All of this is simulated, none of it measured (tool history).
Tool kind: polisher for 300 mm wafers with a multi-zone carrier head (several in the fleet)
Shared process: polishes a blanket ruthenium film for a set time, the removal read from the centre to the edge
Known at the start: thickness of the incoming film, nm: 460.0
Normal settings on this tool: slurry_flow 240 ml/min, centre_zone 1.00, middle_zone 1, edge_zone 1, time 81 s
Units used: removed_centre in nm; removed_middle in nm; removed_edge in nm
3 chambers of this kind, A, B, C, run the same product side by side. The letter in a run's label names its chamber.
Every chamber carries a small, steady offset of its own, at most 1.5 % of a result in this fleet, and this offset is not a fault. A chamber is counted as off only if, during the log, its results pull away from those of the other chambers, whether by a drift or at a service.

-- hour=8.1 chamber A: edge zone pressure recalibrated
run 1B hour=9.5 | slurry_flow=240 centre_zone=1.00 middle_zone=1 edge_zone=1 time=81 | removed_centre=151.78 removed_middle=150.56 removed_edge=148.86
run 2C hour=15.7 | slurry_flow=240 centre_zone=1.00 middle_zone=1 edge_zone=1 time=81 | removed_centre=150.81 removed_middle=152.12 removed_edge=154.02
run 3A hour=25.0 | slurry_flow=240 centre_zone=1.00 middle_zone=1 edge_zone=1 time=81 | removed_centre=148.74 removed_middle=150.74 removed_edge=152.20
-- hour=29.2 chamber A: worn pad replaced by a new one
-- hour=30.6 chamber B: worn pad replaced by a new one
run 4A hour=38.1 | slurry_flow=240 centre_zone=1.00 middle_zone=1 edge_zone=1 time=81 | removed_centre=150.32 removed_middle=149.52 removed_edge=149.77
run 5C hour=45.2 | slurry_flow=240 centre_zone=1.00 middle_zone=1 edge_zone=1 time=81 | removed_centre=151.65 removed_middle=152.21 removed_edge=151.31
run 6B hour=51.2 | slurry_flow=240 centre_zone=1.00 middle_zone=1 edge_zone=1 time=81 | removed_centre=151.24 removed_middle=150.50 removed_edge=152.53
run 7B hour=59.2 | slurry_flow=240 centre_zone=1.00 middle_zone=1 edge_zone=1 time=81 | removed_centre=153.36 removed_middle=150.64 removed_edge=149.80
-- hour=62.1 chamber C: worn pad replaced by a new one
run 8A hour=65.8 | slurry_flow=240 centre_zone=1.00 middle_zone=1 edge_zone=1 time=81 | removed_centre=149.63 removed_middle=149.89 removed_edge=149.95
run 9C hour=74.5 | slurry_flow=240 centre_zone=1.00 middle_zone=1 edge_zone=1 time=81 | removed_centre=150.83 removed_middle=151.01 removed_edge=152.85
run 10C hour=84.2 | slurry_flow=240 centre_zone=1.00 middle_zone=1 edge_zone=1 time=81 | removed_centre=148.54 removed_middle=150.62 removed_edge=154.35
-- hour=90.0 chamber B: slurry nozzle cleaned
run 11B hour=92.4 | slurry_flow=240 centre_zone=1.00 middle_zone=1 edge_zone=1 time=81 | removed_centre=152.51 removed_middle=148.09 removed_edge=151.42
-- hour=95.8 chamber C: edge zone pressure recalibrated
-- hour=104.3 chamber A: worn pad replaced by a new one
-- hour=105.5 chamber B: worn pad replaced by a new one
run 12A hour=105.5 | slurry_flow=240 centre_zone=1.00 middle_zone=1 edge_zone=1 time=81 | removed_centre=149.41 removed_middle=149.98 removed_edge=148.71
-- hour=114.0 chamber C: centre zone pressure recalibrated
run 13C hour=115.9 | slurry_flow=240 centre_zone=1.00 middle_zone=1 edge_zone=1 time=81 | removed_centre=151.41 removed_middle=150.47 removed_edge=152.94
run 14A hour=121.9 | slurry_flow=240 centre_zone=1.09 middle_zone=1 edge_zone=1 time=81 | removed_centre=164.11 removed_middle=148.86 removed_edge=150.72
-- hour=128.8 chamber C: worn pad replaced by a new one
run 15B hour=134.1 | slurry_flow=240 centre_zone=1.09 middle_zone=1 edge_zone=1 time=81 | removed_centre=164.50 removed_middle=151.11 removed_edge=148.31
run 16C hour=142.8 | slurry_flow=240 centre_zone=1.09 middle_zone=1 edge_zone=1 time=81 | removed_centre=165.07 removed_middle=149.95 removed_edge=153.30
run 17B hour=155.5 | slurry_flow=240 centre_zone=1.00 middle_zone=1 edge_zone=1 time=81 | removed_centre=151.64 removed_middle=150.29 removed_edge=151.34
run 18A hour=162.1 | slurry_flow=240 centre_zone=1.00 middle_zone=1 edge_zone=1 time=81 | removed_centre=150.65 removed_middle=149.69 removed_edge=151.34
run 19B hour=173.4 | slurry_flow=295 centre_zone=1.00 middle_zone=1 edge_zone=1 time=81 | removed_centre=156.48 removed_middle=152.90 removed_edge=152.75
-- hour=181.8 chamber B: centre zone pressure recalibrated
-- hour=184.1 chamber A: worn pad replaced by a new one
run 20C hour=184.1 | slurry_flow=295 centre_zone=1.00 middle_zone=1 edge_zone=1 time=81 | removed_centre=152.91 removed_middle=154.16 removed_edge=154.01
run 21A hour=190.8 | slurry_flow=295 centre_zone=1.00 middle_zone=1 edge_zone=1 time=81 | removed_centre=153.19 removed_middle=153.07 removed_edge=154.19
-- hour=191.2 chamber B: worn pad replaced by a new one
run 22B hour=198.8 | slurry_flow=240 centre_zone=1.00 middle_zone=1 edge_zone=1 time=81 | removed_centre=141.91 removed_middle=150.21 removed_edge=150.16
run 23A hour=204.9 | slurry_flow=295 centre_zone=1.00 middle_zone=1 edge_zone=1 time=81 | removed_centre=151.51 removed_middle=153.42 removed_edge=153.01
-- hour=215.9 chamber C: worn pad replaced by a new one
run 24C hour=216.0 | slurry_flow=295 centre_zone=1.00 middle_zone=1 edge_zone=1 time=81 | removed_centre=154.14 removed_middle=155.22 removed_edge=157.79
run 25C hour=223.0 | slurry_flow=295 centre_zone=1.00 middle_zone=1 edge_zone=1 time=81 | removed_centre=154.19 removed_middle=154.71 removed_edge=152.81
run 26B hour=230.2 | slurry_flow=240 centre_zone=1.00 middle_zone=1 edge_zone=1 time=81 | removed_centre=141.59 removed_middle=150.36 removed_edge=151.83
run 27A hour=241.8 | slurry_flow=205 centre_zone=1.00 middle_zone=1 edge_zone=1 time=57 | removed_centre=101.85 removed_middle=103.20 removed_edge=103.99
run 28C hour=253.9 | slurry_flow=205 centre_zone=1.00 middle_zone=1 edge_zone=1 time=57 | removed_centre=104.27 removed_middle=103.38 removed_edge=105.43
-- hour=254.0 chamber A: centre zone pressure recalibrated
-- hour=258.5 chamber A: worn pad replaced by a new one
run 29A hour=259.7 | slurry_flow=205 centre_zone=1.00 middle_zone=1 edge_zone=1 time=57 | removed_centre=102.25 removed_middle=102.97 removed_edge=103.97
-- hour=264.3 chamber B: worn pad replaced by a new one
run 30B hour=271.9 | slurry_flow=240 centre_zone=1.00 middle_zone=1 edge_zone=1 time=81 | removed_centre=141.92 removed_middle=149.73 removed_edge=149.58
run 31A hour=282.4 | slurry_flow=240 centre_zone=1.00 middle_zone=1 edge_zone=1 time=81 | removed_centre=149.47 removed_middle=150.41 removed_edge=151.63
-- hour=284.4 chamber C: worn pad replaced by a new one
run 32C hour=289.7 | slurry_flow=240 centre_zone=1.00 middle_zone=1 edge_zone=1 time=81 | removed_centre=148.22 removed_middle=149.49 removed_edge=151.84
run 33B hour=296.6 | slurry_flow=240 centre_zone=1.00 middle_zone=1 edge_zone=1 time=81 | removed_centre=140.24 removed_middle=151.01 removed_edge=150.36
run 34B hour=302.7 | slurry_flow=240 centre_zone=1.00 middle_zone=1 edge_zone=1 time=81 | removed_centre=142.32 removed_middle=151.04 removed_edge=150.72
run 35C hour=314.1 | slurry_flow=240 centre_zone=1.00 middle_zone=1 edge_zone=1 time=81 | removed_centre=149.36 removed_middle=150.75 removed_edge=151.47
run 36A hour=323.4 | slurry_flow=240 centre_zone=1.00 middle_zone=1 edge_zone=1 time=81 | removed_centre=148.17 removed_middle=150.59 removed_edge=153.09
-- hour=326.7 chamber A: worn pad replaced by a new one
run 37A hour=333.9 | slurry_flow=240 centre_zone=1.04 middle_zone=1 edge_zone=1 time=81 | removed_centre=158.38 removed_middle=148.81 removed_edge=152.88
-- hour=338.0 chamber B: worn pad replaced by a new one
run 38C hour=346.9 | slurry_flow=240 centre_zone=1.04 middle_zone=1 edge_zone=1 time=81 | removed_centre=158.19 removed_middle=150.81 removed_edge=152.05
run 39B hour=359.7 | slurry_flow=240 centre_zone=1.04 middle_zone=1 edge_zone=1 time=81 | removed_centre=147.11 removed_middle=148.86 removed_edge=148.48
run 40B hour=366.1 | slurry_flow=240 centre_zone=1.00 middle_zone=1 edge_zone=1 time=81 | removed_centre=140.06 removed_middle=150.55 removed_edge=150.83
-- hour=371.4 chamber C: worn pad replaced by a new one
run 41C hour=378.5 | slurry_flow=240 centre_zone=1.00 middle_zone=1 edge_zone=1 time=81 | removed_centre=150.05 removed_middle=150.82 removed_edge=151.78
run 42A hour=387.8 | slurry_flow=240 centre_zone=1.00 middle_zone=1 edge_zone=1 time=81 | removed_centre=148.55 removed_middle=148.34 removed_edge=148.30

What goes on in this fleet: one chamber off, a drifting gauge, or nothing beyond the chambers' own small offsets? Name the chamber and the cause, if any.

A service left chamber B off against the others.
Most likely cause: centre zone's pressure below its setpoint, % = 6.19.

Which of the 4 candidates below, each the usual settings with something changed and its results left as question marks, puts chamber B back in line with what the other chambers give on the usual settings?
A result is in line if it is within this distance of the other chambers' mean on the usual settings: removed_centre 4.20 nm; removed_middle 3.20 nm; removed_edge 4.50 nm
run 43B-1 hour=397.3 | slurry_flow=245 centre_zone=1.04 middle_zone=0.99 edge_zone=0.99 time=82 | removed_centre=? removed_middle=? removed_edge=?
run 43B-2 hour=397.3 | slurry_flow=245 centre_zone=1.07 middle_zone=0.97 edge_zone=0.98 time=83 | removed_centre=? removed_middle=? removed_edge=?
run 43B-3 hour=397.3 | slurry_flow=235 centre_zone=0.93 middle_zone=1.03 edge_zone=1.02 time=79 | removed_centre=? removed_middle=? removed_edge=?
run 43B-4 hour=397.3 | slurry_flow=235 centre_zone=0.96 middle_zone=1.01 edge_zone=1.01 time=80 | removed_centre=? removed_middle=? removed_edge=?

What the other chambers average on the usual settings: removed_centre 149.92 nm; removed_middle 150.14 nm; removed_edge 151.80 nm
run=43B-1 removed_centre=150.26 removed_middle=150.73 removed_edge=151.61
run=43B-2 removed_centre=156.87 removed_middle=149.68 removed_edge=152.69
run=43B-3 removed_centre=127.33 removed_middle=150.01 removed_edge=147.77
run=43B-4 removed_centre=133.53 removed_middle=149.13 removed_edge=148.90
43B-1 brings the chamber back in line.

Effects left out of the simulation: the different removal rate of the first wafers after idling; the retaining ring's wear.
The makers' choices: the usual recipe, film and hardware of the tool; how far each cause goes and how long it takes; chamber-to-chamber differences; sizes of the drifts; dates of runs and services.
